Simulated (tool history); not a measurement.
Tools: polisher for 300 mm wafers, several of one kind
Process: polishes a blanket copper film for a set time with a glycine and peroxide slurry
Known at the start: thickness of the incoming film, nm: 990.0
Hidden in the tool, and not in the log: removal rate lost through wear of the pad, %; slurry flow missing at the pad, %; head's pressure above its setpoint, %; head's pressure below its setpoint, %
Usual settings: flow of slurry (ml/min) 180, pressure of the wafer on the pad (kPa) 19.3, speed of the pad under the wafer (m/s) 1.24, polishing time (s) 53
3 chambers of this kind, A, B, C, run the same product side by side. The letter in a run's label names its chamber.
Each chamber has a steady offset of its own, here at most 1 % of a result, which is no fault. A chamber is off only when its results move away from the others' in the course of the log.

| run | hour | flow of slurry (ml/min) | pressure of the wafer on the pad (kPa) | speed of the pad under the wafer (m/s) | polishing time (s) | wafers polished on this pad | hours since the slurry nozzle was cleaned | hours since the head pressure was calibrated | film removed (angstrom) |
|---|---|---|---|---|---|---|---|---|---|
|  | 10 | chamber C: slurry nozzle cleaned |
| 1C | 11.2 | 180 | 19.3 | 1.24 | 53 | 388 | 1.2 | 495.2 | 4116.7 |
| 2A | 22.9 | 180 | 19.3 | 1.24 | 53 | 1264 | 47.9 | 190.6 | 4112.4 |
| 3B | 28.9 | 180 | 19.3 | 1.24 | 53 | 800 | 203.5 | 313 | 4129.7 |
|  | 33.3 | chamber A: worn pad replaced by a new one |
| 4C | 38.4 | 180 | 19.3 | 1.24 | 53 | 795 | 28.4 | 522.4 | 4131.8 |
|  | 40.7 | chamber B: worn pad replaced by a new one |
| 5B | 48 | 140 | 19.3 | 1.24 | 53 | 109 | 222.6 | 332.1 | 3957.5 |
| 6A | 54.5 | 140 | 19.3 | 1.24 | 53 | 317 | 79.5 | 222.2 | 4001.2 |
| 7B | 62.6 | 140 | 19.3 | 1.24 | 53 | 327 | 237.2 | 346.7 | 3969.7 |
| 8C | 68.5 | 180 | 19.3 | 1.24 | 53 | 1246 | 58.5 | 552.5 | 4001.2 |
| 9A | 78.3 | 180 | 19.3 | 1.24 | 53 | 673 | 103.3 | 246 | 4194.5 |
| 10B | 89.2 | 180 | 19.3 | 1.24 | 53 | 725 | 263.8 | 373.3 | 4093.8 |
| 11A | 96.2 | 180 | 19.3 | 1.24 | 53 | 941 | 121.2 | 263.9 | 4103.2 |
| 12C | 104.3 | 180 | 19.3 | 1.24 | 53 | 1781 | 94.3 | 588.3 | 4061.6 |
| 13A | 114.4 | 180 | 19.3 | 1.24 | 53 | 1213 | 139.4 | 282.1 | 4208.3 |
| 14B | 120.1 | 180 | 19.3 | 1.24 | 53 | 1188 | 294.7 | 404.2 | 4136.7 |
|  | 121.1 | chamber A: worn pad replaced by a new one |
|  | 121.5 | chamber B: worn pad replaced by a new one |
| 15C | 130.7 | 235 | 15.2 | 1.24 | 53 | 2176 | 120.7 | 614.7 | 3343.4 |
| 16B | 140 | 235 | 15.2 | 1.24 | 53 | 277 | 314.6 | 424.1 | 3485.5 |
| 17A | 146.4 | 235 | 15.2 | 1.24 | 53 | 379 | 171.4 | 314.1 | 3543.6 |
| 18C | 155.4 | 180 | 24.1 | 0.86 | 53 | 2546 | 145.4 | 639.4 | 3511.2 |
| 19A | 167.7 | 180 | 24.1 | 0.86 | 53 | 698 | 192.7 | 335.4 | 3678.7 |
| 20C | 175.2 | 180 | 24.1 | 0.86 | 53 | 2842 | 165.2 | 659.2 | 3512.3 |
| 21B | 186.4 | 180 | 19.3 | 1.24 | 53 | 972 | 361 | 470.5 | 4104.2 |

Is one chamber off against the others, does the gauge drift, or is nothing wrong? If a chamber is off, say which, and what the likeliest cause is.

Chamber C drifts away from the others.
Cause: removal rate lost through wear of the pad, % = 6.51.
The log may not tell that from: slurry flow missing at the pad, %; head's pressure below its setpoint, %.

Here are 4 candidates for chamber C's next run, each the usual settings with a change, their results left as question marks. Which one brings its results back in line with what the others give on the usual settings?
In line means no further than this from the other chambers' mean on the usual settings: film removed (angstrom) 140
| 22C-1 | 195.3 | 180 | 18.6 | 1.2 | 53 |  |  |  | ? |
| 22C-2 | 195.3 | 180 | 20.7 | 1.32 | 53 |  |  |  | ? |
| 22C-3 | 195.3 | 180 | 20.7 | 1.24 | 53 |  |  |  | ? |
| 22C-4 | 195.3 | 180 | 18.6 | 1.18 | 50 |  |  |  | ? |

The other chambers' mean on the usual settings: film removed (angstrom) 4135.4
| run | film removed (angstrom) |
|---|---|
| 22C-1 | 3659.5 |
| 22C-2 | 4349.7 |
| 22C-3 | 4122.3 |
| 22C-4 | 3404.2 |
22C-3 brings the chamber back in line.
